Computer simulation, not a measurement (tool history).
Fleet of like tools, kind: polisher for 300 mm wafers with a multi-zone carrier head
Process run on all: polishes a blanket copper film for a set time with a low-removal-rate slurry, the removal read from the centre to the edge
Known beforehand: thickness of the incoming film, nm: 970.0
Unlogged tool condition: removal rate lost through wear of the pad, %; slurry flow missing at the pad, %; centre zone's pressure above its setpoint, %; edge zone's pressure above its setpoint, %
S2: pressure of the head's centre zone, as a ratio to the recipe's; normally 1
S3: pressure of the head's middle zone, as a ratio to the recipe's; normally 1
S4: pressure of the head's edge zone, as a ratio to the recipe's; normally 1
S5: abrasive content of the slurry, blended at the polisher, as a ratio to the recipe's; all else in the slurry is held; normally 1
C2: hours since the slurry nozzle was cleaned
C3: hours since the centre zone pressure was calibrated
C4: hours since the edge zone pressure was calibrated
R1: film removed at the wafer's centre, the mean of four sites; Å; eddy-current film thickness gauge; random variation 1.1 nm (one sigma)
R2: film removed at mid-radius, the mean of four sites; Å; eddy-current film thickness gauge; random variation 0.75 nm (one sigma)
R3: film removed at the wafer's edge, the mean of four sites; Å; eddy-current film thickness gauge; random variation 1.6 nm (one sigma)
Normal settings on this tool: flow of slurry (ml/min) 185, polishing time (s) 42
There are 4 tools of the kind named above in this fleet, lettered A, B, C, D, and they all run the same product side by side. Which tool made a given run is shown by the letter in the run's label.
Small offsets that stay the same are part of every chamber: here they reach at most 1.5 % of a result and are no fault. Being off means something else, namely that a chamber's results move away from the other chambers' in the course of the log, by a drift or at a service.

{"hour": 2.0, "done": "chamber C: worn pad replaced by a new one"}
{"run": "1D", "hour": 6.3, "flow of slurry (ml/min)": 185, "S2": 1, "S3": 1, "S4": 1, "S5": 1, "polishing time (s)": 42, "wafers polished on this pad": 230, "C2": 160.5, "C3": 1081.3, "C4": 157.6, "R1": 1179.7, "R2": 1187.4, "R3": 1188}
{"hour": 9.0, "done": "chamber D: centre zone pressure recalibrated"}
{"run": "2A", "hour": 10.7, "flow of slurry (ml/min)": 185, "S2": 1, "S3": 1, "S4": 1, "S5": 1, "polishing time (s)": 42, "wafers polished on this pad": 729, "C2": 86.9, "C3": 358.2, "C4": 92.7, "R1": 1169.2, "R2": 1166.2, "R3": 1206.5}
{"hour": 10.9, "done": "chamber B: worn pad replaced by a new one"}
{"hour": 15.3, "done": "chamber C: centre zone pressure recalibrated"}
{"run": "3B", "hour": 16.0, "flow of slurry (ml/min)": 185, "S2": 1, "S3": 1, "S4": 1, "S5": 1, "polishing time (s)": 42, "wafers polished on this pad": 70, "C2": 482, "C3": 25.4, "C4": 1381.4, "R1": 1172.1, "R2": 1173.8, "R3": 1198.7}
{"run": "4C", "hour": 20.7, "flow of slurry (ml/min)": 185, "S2": 1, "S3": 1, "S4": 1, "S5": 1, "polishing time (s)": 42, "wafers polished on this pad": 257, "C2": 235.4, "C3": 5.4, "C4": 34.4, "R1": 1178.3, "R2": 1188.6, "R3": 1186.2}
{"run": "5C", "hour": 28.1, "flow of slurry (ml/min)": 185, "S2": 1, "S3": 1, "S4": 1, "S5": 1, "polishing time (s)": 42, "wafers polished on this pad": 358, "C2": 242.8, "C3": 12.8, "C4": 41.8, "R1": 1188.8, "R2": 1179.3, "R3": 1213.8}
{"hour": 29.5, "done": "chamber A: worn pad replaced by a new one"}
{"run": "6D", "hour": 34.3, "flow of slurry (ml/min)": 185, "S2": 1, "S3": 1, "S4": 1, "S5": 1, "polishing time (s)": 42, "wafers polished on this pad": 614, "C2": 188.5, "C3": 25.3, "C4": 185.6, "R1": 1177, "R2": 1176.2, "R3": 1169}
{"run": "7A", "hour": 43.4, "flow of slurry (ml/min)": 185, "S2": 1, "S3": 1, "S4": 1, "S5": 1, "polishing time (s)": 42, "wafers polished on this pad": 190, "C2": 119.6, "C3": 390.9, "C4": 125.4, "R1": 1178.3, "R2": 1165.3, "R3": 1166}
{"run": "8B", "hour": 52.5, "flow of slurry (ml/min)": 185, "S2": 1, "S3": 1, "S4": 1, "S5": 1, "polishing time (s)": 42, "wafers polished on this pad": 570, "C2": 518.5, "C3": 61.9, "C4": 1417.9, "R1": 1195.8, "R2": 1167.9, "R3": 1188.7}
{"hour": 56.9, "done": "chamber C: worn pad replaced by a new one"}
{"run": "9B", "hour": 59.1, "flow of slurry (ml/min)": 185, "S2": 1, "S3": 1, "S4": 1, "S5": 1, "polishing time (s)": 42, "wafers polished on this pad": 661, "C2": 525.1, "C3": 68.5, "C4": 1424.5, "R1": 1181.5, "R2": 1167.5, "R3": 1178.2}
{"hour": 59.7, "done": "chamber D: worn pad replaced by a new one"}
{"run": "10C", "hour": 63.3, "flow of slurry (ml/min)": 185, "S2": 1, "S3": 1, "S4": 1, "S5": 1, "polishing time (s)": 42, "wafers polished on this pad": 88, "C2": 278, "C3": 48, "C4": 77, "R1": 1168.6, "R2": 1172, "R3": 1199.4}
{"run": "11A", "hour": 70.1, "flow of slurry (ml/min)": 185, "S2": 1, "S3": 1, "S4": 1, "S5": 1, "polishing time (s)": 42, "wafers polished on this pad": 557, "C2": 146.3, "C3": 417.6, "C4": 152.1, "R1": 1165.6, "R2": 1177.6, "R3": 1204.1}
{"run": "12D", "hour": 78.0, "flow of slurry (ml/min)": 185, "S2": 1, "S3": 1, "S4": 1, "S5": 1, "polishing time (s)": 42, "wafers polished on this pad": 252, "C2": 232.2, "C3": 69, "C4": 229.3, "R1": 1160.8, "R2": 1171.9, "R3": 1180.5}
{"run": "13A", "hour": 83.5, "flow of slurry (ml/min)": 185, "S2": 1, "S3": 1, "S4": 1, "S5": 1, "polishing time (s)": 42, "wafers polished on this pad": 741, "C2": 159.7, "C3": 431, "C4": 165.5, "R1": 1186.4, "R2": 1192.4, "R3": 1182.9}
{"run": "14D", "hour": 89.0, "flow of slurry (ml/min)": 185, "S2": 1, "S3": 1, "S4": 1, "S5": 1, "polishing time (s)": 42, "wafers polished on this pad": 403, "C2": 243.2, "C3": 80, "C4": 240.3, "R1": 1175.2, "R2": 1183, "R3": 1173.6}
{"run": "15C", "hour": 95.2, "flow of slurry (ml/min)": 185, "S2": 1, "S3": 1, "S4": 1, "S5": 1, "polishing time (s)": 42, "wafers polished on this pad": 526, "C2": 309.9, "C3": 79.9, "C4": 108.9, "R1": 1192.6, "R2": 1171.4, "R3": 1185.4}
{"hour": 99.4, "done": "chamber A: worn pad replaced by a new one"}
{"hour": 100.7, "done": "chamber B: worn pad replaced by a new one"}
{"run": "16B", "hour": 102.5, "flow of slurry (ml/min)": 185, "S2": 1, "S3": 1, "S4": 1, "S5": 1, "polishing time (s)": 42, "wafers polished on this pad": 25, "C2": 568.5, "C3": 111.9, "C4": 1467.9, "R1": 1202.2, "R2": 1170, "R3": 1183.4}
{"run": "17D", "hour": 110.6, "flow of slurry (ml/min)": 185, "S2": 1, "S3": 1, "S4": 1, "S5": 1, "polishing time (s)": 42, "wafers polished on this pad": 699, "C2": 264.8, "C3": 101.6, "C4": 261.9, "R1": 1177.7, "R2": 1172.7, "R3": 1168}
{"hour": 111.3, "done": "chamber C: worn pad replaced by a new one"}
{"run": "18B", "hour": 116.8, "flow of slurry (ml/min)": 185, "S2": 1, "S3": 1, "S4": 1, "S5": 1, "polishing time (s)": 42, "wafers polished on this pad": 221, "C2": 582.8, "C3": 126.2, "C4": 1482.2, "R1": 1175.8, "R2": 1188.7, "R3": 1169.4}
{"run": "19C", "hour": 122.9, "flow of slurry (ml/min)": 185, "S2": 1, "S3": 1, "S4": 1, "S5": 1, "polishing time (s)": 42, "wafers polished on this pad": 159, "C2": 337.6, "C3": 107.6, "C4": 136.6, "R1": 1161.3, "R2": 1180.3, "R3": 1174.2}
{"run": "20A", "hour": 128.8, "flow of slurry (ml/min)": 185, "S2": 1, "S3": 1, "S4": 1, "S5": 1, "polishing time (s)": 42, "wafers polished on this pad": 404, "C2": 205, "C3": 476.3, "C4": 210.8, "R1": 1161.4, "R2": 1169.2, "R3": 1184.7}
{"run": "21D", "hour": 134.9, "flow of slurry (ml/min)": 185, "S2": 1, "S3": 1, "S4": 1, "S5": 1, "polishing time (s)": 42, "wafers polished on this pad": 1032, "C2": 289.1, "C3": 125.9, "C4": 286.2, "R1": 1168, "R2": 1188.7, "R3": 1147.3}
{"hour": 135.8, "done": "chamber B: edge zone pressure recalibrated"}
{"run": "22C", "hour": 139.6, "flow of slurry (ml/min)": 185, "S2": 1, "S3": 1, "S4": 1, "S5": 1, "polishing time (s)": 42, "wafers polished on this pad": 388, "C2": 354.3, "C3": 124.3, "C4": 153.3, "R1": 1173.9, "R2": 1167.1, "R3": 1220}
{"hour": 140.6, "done": "chamber D: worn pad replaced by a new one"}
{"hour": 141.5, "done": "chamber C: slurry nozzle cleaned"}
{"run": "23B", "hour": 145.0, "flow of slurry (ml/min)": 135, "S2": 1, "S3": 1, "S4": 0.96, "S5": 1, "polishing time (s)": 42, "wafers polished on this pad": 608, "C2": 611, "C3": 154.4, "C4": 9.3, "R1": 1108.6, "R2": 1110.1, "R3": 1093.8}
{"run": "24A", "hour": 153.5, "flow of slurry (ml/min)": 135, "S2": 1, "S3": 1, "S4": 0.96, "S5": 1, "polishing time (s)": 42, "wafers polished on this pad": 743, "C2": 229.7, "C3": 501, "C4": 235.5, "R1": 1072.9, "R2": 1106.8, "R3": 1104.9}
{"run": "25D", "hour": 160.5, "flow of slurry (ml/min)": 135, "S2": 1, "S3": 1, "S4": 0.96, "S5": 1, "polishing time (s)": 42, "wafers polished on this pad": 273, "C2": 314.7, "C3": 151.5, "C4": 311.8, "R1": 1118, "R2": 1103, "R3": 1145.3}
{"run": "26C", "hour": 167.2, "flow of slurry (ml/min)": 135, "S2": 1, "S3": 1, "S4": 0.96, "S5": 1, "polishing time (s)": 42, "wafers polished on this pad": 767, "C2": 25.8, "C3": 151.9, "C4": 180.9, "R1": 1114.2, "R2": 1116.3, "R3": 1096.4}
{"run": "27A", "hour": 173.5, "flow of slurry (ml/min)": 185, "S2": 1, "S3": 1, "S4": 1.1, "S5": 1.1, "polishing time (s)": 42, "wafers polished on this pad": 1017, "C2": 249.7, "C3": 521, "C4": 255.5, "R1": 1176.1, "R2": 1211, "R3": 1270.8}
{"run": "28B", "hour": 179.6, "flow of slurry (ml/min)": 185, "S2": 1, "S3": 1, "S4": 1.1, "S5": 1.1, "polishing time (s)": 42, "wafers polished on this pad": 1083, "C2": 645.6, "C3": 189, "C4": 43.9, "R1": 1218.4, "R2": 1224.3, "R3": 1265.6}

For the next run the whole fleet of 4 chambers uses the same settings. Give each chamber's results:
{"run": "29A", "hour": 186.2, "flow of slurry (ml/min)": 235, "S2": 1, "S3": 1, "S4": 1, "S5": 1, "polishing time (s)": 42, "R1": "?", "R2": "?", "R3": "?"}
{"run": "29B", "hour": 186.2, "flow of slurry (ml/min)": 235, "S2": 1, "S3": 1, "S4": 1, "S5": 1, "polishing time (s)": 42, "R1": "?", "R2": "?", "R3": "?"}
{"run": "29C", "hour": 186.2, "flow of slurry (ml/min)": 235, "S2": 1, "S3": 1, "S4": 1, "S5": 1, "polishing time (s)": 42, "R1": "?", "R2": "?", "R3": "?"}
{"run": "29D", "hour": 186.2, "flow of slurry (ml/min)": 235, "S2": 1, "S3": 1, "S4": 1, "S5": 1, "polishing time (s)": 42, "R1": "?", "R2": "?", "R3": "?"}

run=29A R1=1218.1 R2=1221.2 R3=1220.6
run=29B R1=1233.3 R2=1221.2 R3=1183.2
run=29C R1=1237.2 R2=1201.9 R3=1199.9
run=29D R1=1215.1 R2=1224.3 R3=1218.7

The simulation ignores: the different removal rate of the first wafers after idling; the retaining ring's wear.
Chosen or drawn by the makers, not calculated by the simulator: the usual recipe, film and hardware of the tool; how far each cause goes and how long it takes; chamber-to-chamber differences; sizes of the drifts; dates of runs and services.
